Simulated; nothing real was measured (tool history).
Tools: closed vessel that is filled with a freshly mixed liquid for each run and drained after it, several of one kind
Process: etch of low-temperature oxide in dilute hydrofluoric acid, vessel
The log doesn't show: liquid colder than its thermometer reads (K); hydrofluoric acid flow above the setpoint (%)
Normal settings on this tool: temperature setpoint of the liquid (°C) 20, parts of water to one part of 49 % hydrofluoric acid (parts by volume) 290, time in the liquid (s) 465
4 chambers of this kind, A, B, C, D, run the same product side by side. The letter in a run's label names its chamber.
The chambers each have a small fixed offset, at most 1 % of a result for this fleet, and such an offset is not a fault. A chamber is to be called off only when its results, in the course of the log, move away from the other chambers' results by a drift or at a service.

run    day  temperature setpoint of the liquid (°C)  parts of water to one part of 49 % hydrofluoric acid (parts by volume)  time in the liquid (s)  hours since the thermometer was replaced  hours since the hydrofluoric acid flow meter was replaced  read-back film thickness of the low-temperature oxide reference wafer, read on the same gauge (nm)  thickness taken off the low-temperature oxide on a monitor wafer (Å)
 1A  0.338                                       20                                                                     290                     465                                    1462.6                                                     1748.4                                                                                              60.001                                                                343.44
 2C  0.508                                       20                                                                     290                     465                                     362.2                                                       25.6                                                                                              60.045                                                                339.98
 3B  0.704                                       20                                                                     290                     465                                     143.8                                                      323.9                                                                                              60.027                                                                339.88
 4D  1.054                                       20                                                                     290                     465                                     939.9                                                      751.9                                                                                              59.992                                                                336.49
 5B  1.262                                       20                                                                     290                     465                                     157.2                                                      337.3                                                                                              60.033                                                                338.44
 6A   1.45                                       20                                                                     290                     465                                    1489.3                                                     1775.1                                                                                              60.031                                                                338.88
 7C  1.788                                       20                                                                     290                     465                                     392.9                                                       56.3                                                                                              59.987                                                                337.93
 8D  2.075                                       20                                                                     290                     280                                     964.4                                                      776.4                                                                                              59.967                                                                201.99
 9C  2.354                                       20                                                                     290                     280                                     406.5                                                       69.9                                                                                              60.009                                                                 204.3
     2.446  -- chamber A: hydrofluoric acid flow meter replaced
10B  2.588                                       20                                                                     290                     280                                       189                                                      369.1                                                                                                  60                                                                204.63
11A  2.954                                       20                                                                     290                     280                                    1525.4                                                       12.2                                                                                              60.005                                                                203.43
12D  3.121                                       20                                                                     290                     465                                     989.5                                                      801.5                                                                                              59.985                                                                337.88
13D  3.412                                       20                                                                     290                     465                                     996.5                                                      808.5                                                                                              60.028                                                                335.09
14B  3.608                                       20                                                                     290                     465                                     213.5                                                      393.6                                                                                               60.05                                                                337.29
15A  3.854                                       20                                                                     290                     465                                      1547                                                       33.8                                                                                              60.018                                                                 340.9
16C    4.1                                       20                                                                     290                     465                                     448.4                                                      111.8                                                                                              59.995                                                                336.91
17C   4.45                                       20                                                                     290                     465                                     456.8                                                      120.2                                                                                              59.999                                                                 337.9
18A   4.65                                       20                                                                     290                     465                                    1566.1                                                       52.9                                                                                              59.998                                                                339.29
19D  4.904                                       20                                                                     290                     465                                    1032.3                                                      844.3                                                                                              60.026                                                                335.62
20B  5.217                                       20                                                                     290                     465                                     252.1                                                      432.2                                                                                              60.022                                                                340.12
21D  5.508                                       20                                                                     290                     465                                    1046.8                                                      858.8                                                                                              59.981                                                                337.72
22C  5.758                                       20                                                                     290                     465                                     488.2                                                      151.6                                                                                              59.981                                                                334.09
23A  5.925                                       20                                                                     290                     465                                    1596.7                                                       83.5                                                                                              60.006                                                                341.91
24B  6.242                                       20                                                                     290                     465                                     276.7                                                      456.8                                                                                              59.982                                                                 336.4
25D  6.496                                       20                                                                     290                     465                                    1070.5                                                      882.5                                                                                              60.028                                                                338.21
26C  6.858                                       20                                                                     290                     465                                     514.6                                                        178                                                                                              59.983                                                                 328.4
27B  7.183                                       20                                                                     290                     465                                     299.3                                                      479.4                                                                                              59.983                                                                342.12
28A  7.438                                       20                                                                     290                     465                                      1633                                                      119.8                                                                                              60.003                                                                341.81
29D  7.608                                       20                                                                     290                     465                                    1097.2                                                      909.2                                                                                              60.003                                                                337.64
30B  7.796                                       20                                                                     290                     465                                       314                                                      494.1                                                                                              59.999                                                                337.82
31C  8.096                                       20                                                                     370                     680                                     544.3                                                      207.7                                                                                              59.989                                                                349.63
32A  8.358                                       20                                                                     370                     680                                    1655.1                                                      141.9                                                                                              60.018                                                                364.53
33A  8.704                                       20                                                                     370                     680                                    1663.4                                                      150.2                                                                                              60.025                                                                364.79
34C  8.938                                       20                                                                     370                     680                                     564.5                                                      227.9                                                                                              60.024                                                                 346.6
35B  9.212                                       20                                                                     290                     465                                       348                                                      528.1                                                                                                  60                                                                338.44
36D  9.438                                       20                                                                     290                     465                                    1141.1                                                      953.1                                                                                              59.984                                                                337.75

For the next run the whole fleet of 4 chambers uses the same settings. Give each chamber's results:
37A  9.7                                       20                                                                     290                     585                                                                                                                                                                                                                                                                              ?
37B  9.7                                       20                                                                     290                     585                                                                                                                                                                                                                                                                              ?
37C  9.7                                       20                                                                     290                     585                                                                                                                                                                                                                                                                              ?
37D  9.7                                       20                                                                     290                     585                                                                                                                                                                                                                                                                              ?

run  thickness taken off the low-temperature oxide on a monitor wafer (Å)
37A                                                                434.87
37B                                                                423.03
37C                                                                403.11
37D                                                                426.13

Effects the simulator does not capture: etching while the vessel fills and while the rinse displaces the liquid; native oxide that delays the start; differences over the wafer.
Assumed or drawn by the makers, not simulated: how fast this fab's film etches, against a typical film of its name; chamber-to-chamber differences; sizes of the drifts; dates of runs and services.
